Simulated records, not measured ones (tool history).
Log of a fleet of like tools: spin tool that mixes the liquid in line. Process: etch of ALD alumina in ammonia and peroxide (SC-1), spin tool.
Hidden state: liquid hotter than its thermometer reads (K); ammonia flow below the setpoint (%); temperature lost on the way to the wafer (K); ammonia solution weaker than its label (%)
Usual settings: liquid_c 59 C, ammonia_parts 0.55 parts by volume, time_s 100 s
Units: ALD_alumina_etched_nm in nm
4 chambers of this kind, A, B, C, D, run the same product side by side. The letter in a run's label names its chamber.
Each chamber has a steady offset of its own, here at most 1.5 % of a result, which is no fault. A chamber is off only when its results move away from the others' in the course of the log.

run	hour	liquid_c	ammonia_parts	time_s	hours since the thermometer was replaced	hours since the ammonia flow meter was replaced	hours since the heated supply line was repaired	hours since the drum of ammonia solution was connected	read-back film thickness of the ALD alumina reference wafer, read on the same gauge (nm)	ALD_alumina_etched_nm
# hour 8.4: chamber D: new drum of ammonia solution connected
1D	10.7	59	0.55	100	1676.4	773.5	1580.5	2.4	99.999	10.873
2A	17.8	59	0.55	100	798.3	92.7	2943.6	194.2	100.01	10.604
3C	26.2	59	0.55	100	942.9	666.7	1159.3	575.4	100	10.707
4B	38.3	59	0.55	100	772.5	1452.8	747.6	96.6	100.05	10.894
5D	48.5	59	0.55	100	1714.2	811.3	1618.3	40.2	100.06	10.803
6C	58.9	59	0.55	100	975.6	699.4	1192	608.1	99.961	10.695
7B	69.2	59	0.55	100	803.4	1483.7	778.5	127.5	99.985	10.785
8A	82	59	0.4	135	862.5	156.9	3007.8	258.4	100.02	13.85
9A	90.7	59	0.4	135	871.2	165.6	3016.5	267.1	99.994	13.958
10C	99.1	59	0.4	135	1015.8	739.6	1232.2	648.3	100.01	13.816
11B	106.6	59	0.4	135	840.8	1521.1	815.9	164.9	99.949	13.984
12D	116.3	59	0.55	100	1782	879.1	1686.1	108	99.98	10.669
13C	128.5	59	0.55	100	1045.2	769	1261.6	677.7	100.04	10.661
14B	139.6	59	0.35	100	873.8	1554.1	848.9	197.9	100.03	10.305
15A	154.4	59	0.35	100	934.9	229.3	3080.2	330.8	99.97	10.157
16D	165.7	59	0.35	100	1831.4	928.5	1735.5	157.4	99.98	10.128
17B	176.7	59	0.35	100	910.9	1591.2	886	235	100	10.538
18D	191.6	59	0.55	100	1857.3	954.4	1761.4	183.3	100.02	10.831
19A	206.4	59	0.55	100	986.9	281.3	3132.2	382.8	99.987	10.565
20C	216.3	59	0.55	100	1133	856.8	1349.4	765.5	99.958	10.622
21A	229.4	59	0.55	100	1009.9	304.3	3155.2	405.8	99.949	10.738
# hour 234.7: chamber B: heated supply line repaired
22B	239.1	52	0.55	40	973.3	1653.6	4.5	297.4	100.01	3.0967
# hour 239.3: chamber A: new drum of ammonia solution connected
23C	249.7	52	0.55	40	1166.4	890.2	1382.8	798.9	99.975	2.954
# hour 250.2: chamber D: new drum of ammonia solution connected
24D	264.3	52	0.55	40	1930	1027.1	1834.1	14.2	99.981	2.9697
25B	278.1	52	0.55	40	1012.3	1692.6	43.5	336.4	99.975	3.1807
26C	287.8	59	0.55	100	1204.5	928.3	1420.9	837	99.988	10.565
# hour 289: chamber D: ammonia flow meter replaced
# hour 290.9: chamber B: new drum of ammonia solution connected
27A	298	59	0.55	100	1078.5	372.9	3223.8	58.8	100	10.658
28D	311.1	59	0.55	100	1976.8	22.1	1880.9	61	99.991	10.721
29D	319.5	59	0.55	100	1985.2	30.5	1889.3	69.4	99.965	10.738
30C	329.9	50	0.55	100	1246.6	970.4	1463	879.1	99.985	6.5575
31A	339.9	50	0.55	100	1120.4	414.8	3265.7	100.7	100.03	6.5894
32B	352.1	50	0.55	100	1086.3	1766.6	117.5	61.2	100	7.4458
33D	359	50	0.55	100	2024.7	70	1928.8	108.9	99.994	6.6266
34A	374.5	59	0.55	60	1155	449.4	3300.3	135.3	99.989	6.325
35C	382.6	59	0.55	60	1299.3	1023.1	1515.7	931.8	99.994	6.3147
# hour 386: chamber D: thermometer replaced
36B	398.1	59	0.55	60	1132.3	1812.6	163.5	107.2	99.994	7.1497
37C	409.4	59	0.55	60	1326.1	1049.9	1542.5	958.6	99.974	6.393
38D	419.1	59	0.55	100	33.2	130.1	1988.9	169	100	10.758
39B	434.2	59	0.55	100	1168.4	1848.7	199.6	143.3	100.02	12.124
40A	447.8	59	0.55	100	1228.3	522.7	3373.6	208.6	100.02	10.832

Is one chamber off against the others, does the gauge drift, or is nothing wrong? If a chamber is off, say which, and what the likeliest cause is.

Chamber B drifts away from the others.
Cause: liquid hotter than its thermometer reads (K) = 2.39.

Here are 4 candidates for chamber B's next run, each the usual settings with a change, their results left as question marks. Which one brings its results back in line with what the others give on the usual settings?
In line means no further than this from the other chambers' mean on the usual settings: ALD_alumina_etched_nm 0.31 nm
41B-1	459.1	59	0.55	105						?
41B-2	459.1	62	0.55	100						?
41B-3	459.1	58	0.55	100						?
41B-4	459.1	56.5	0.55	100						?

The other chambers' mean on the usual settings: ALD_alumina_etched_nm 10.662 nm
run	ALD_alumina_etched_nm
41B-1	12.799
41B-2	14.149
41B-3	11.589
41B-4	10.739
41B-4 brings the chamber back in line.
